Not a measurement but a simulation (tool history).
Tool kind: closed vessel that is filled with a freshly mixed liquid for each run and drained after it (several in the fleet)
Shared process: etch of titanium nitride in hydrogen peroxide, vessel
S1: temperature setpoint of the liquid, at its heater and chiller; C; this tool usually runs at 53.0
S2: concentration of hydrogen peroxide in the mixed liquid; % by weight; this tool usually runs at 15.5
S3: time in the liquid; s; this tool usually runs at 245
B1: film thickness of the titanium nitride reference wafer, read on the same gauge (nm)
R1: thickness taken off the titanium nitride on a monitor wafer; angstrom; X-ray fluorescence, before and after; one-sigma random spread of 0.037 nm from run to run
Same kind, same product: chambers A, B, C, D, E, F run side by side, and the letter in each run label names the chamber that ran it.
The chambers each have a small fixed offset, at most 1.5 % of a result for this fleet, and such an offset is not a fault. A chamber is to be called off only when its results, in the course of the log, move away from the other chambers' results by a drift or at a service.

run	hour	S1	S2	S3	B1	R1
1C	10.7	53.0	15.5	245	120.00	105.770
2F	16.1	53.0	15.5	245	119.99	104.650
3E	23.6	53.0	15.5	245	120.01	104.640
4A	32.4	53.0	15.5	245	120.01	105.230
5D	40.4	53.0	15.5	245	120.01	104.720
6B	48.0	53.0	15.5	245	119.99	104.430
7F	54.0	53.0	15.5	245	120.00	104.150
8C	62.4	53.0	15.5	245	120.01	105.220
# hour 65.8: chamber F: new drum of peroxide connected
9E	67.4	53.0	15.5	245	120.02	105.320
10A	74.6	58.5	18.0	245	120.00	160.420
11D	84.9	58.5	18.0	245	120.01	158.780
# hour 85.6: chamber E: peroxide flow meter replaced
12B	91.2	58.5	18.0	245	120.00	158.440
13C	98.1	58.5	18.0	245	120.01	160.740
14D	103.4	58.5	18.0	245	119.97	159.220
15E	110.8	58.5	18.0	245	120.01	158.660
16F	117.0	47.0	15.5	320	120.00	86.820
17A	124.5	47.0	15.5	320	120.00	90.351
18B	129.3	47.0	15.5	320	120.00	89.195
19D	139.7	47.0	15.5	320	120.00	89.864
20C	149.3	47.0	15.5	320	119.99	89.007
21A	157.9	47.0	15.5	320	120.02	90.251
22F	167.8	53.0	15.5	245	120.01	102.130
23E	176.2	53.0	15.5	245	119.99	104.970
24B	181.2	53.0	12.5	325	120.02	132.930
25A	186.8	53.0	12.5	325	120.00	134.340
26D	197.4	53.0	12.5	325	120.01	133.630
27F	203.4	53.0	12.5	325	120.00	127.940
28C	213.2	53.0	12.5	325	120.01	133.500
29B	222.0	53.0	12.5	325	120.00	133.070
30E	228.3	53.0	15.5	245	120.00	105.230
31E	236.3	53.0	20.0	245	119.99	110.060
32B	241.8	53.0	20.0	245	119.99	110.930
33F	246.8	53.0	20.0	245	120.01	105.460
34D	251.6	53.0	20.0	245	120.00	111.380
35A	257.7	53.0	20.0	245	120.00	110.530
36C	262.3	53.0	20.0	245	120.00	111.970
# hour 269.5: chamber C: new drum of peroxide connected
37B	272.8	53.0	15.5	245	120.00	104.680
38A	280.8	53.0	15.5	245	120.01	105.580
39C	286.4	53.0	15.5	245	119.98	104.900

Each of the 6 chambers runs these same settings next. Fill in every chamber's results:
40A	294.0	53.0	15.5	290		?
40B	294.0	53.0	15.5	290		?
40C	294.0	53.0	15.5	290		?
40D	294.0	53.0	15.5	290		?
40E	294.0	53.0	15.5	290		?
40F	294.0	53.0	15.5	290		?

run	R1
40A	124.570
40B	124.210
40C	125.280
40D	123.860
40E	123.580
40F	117.600

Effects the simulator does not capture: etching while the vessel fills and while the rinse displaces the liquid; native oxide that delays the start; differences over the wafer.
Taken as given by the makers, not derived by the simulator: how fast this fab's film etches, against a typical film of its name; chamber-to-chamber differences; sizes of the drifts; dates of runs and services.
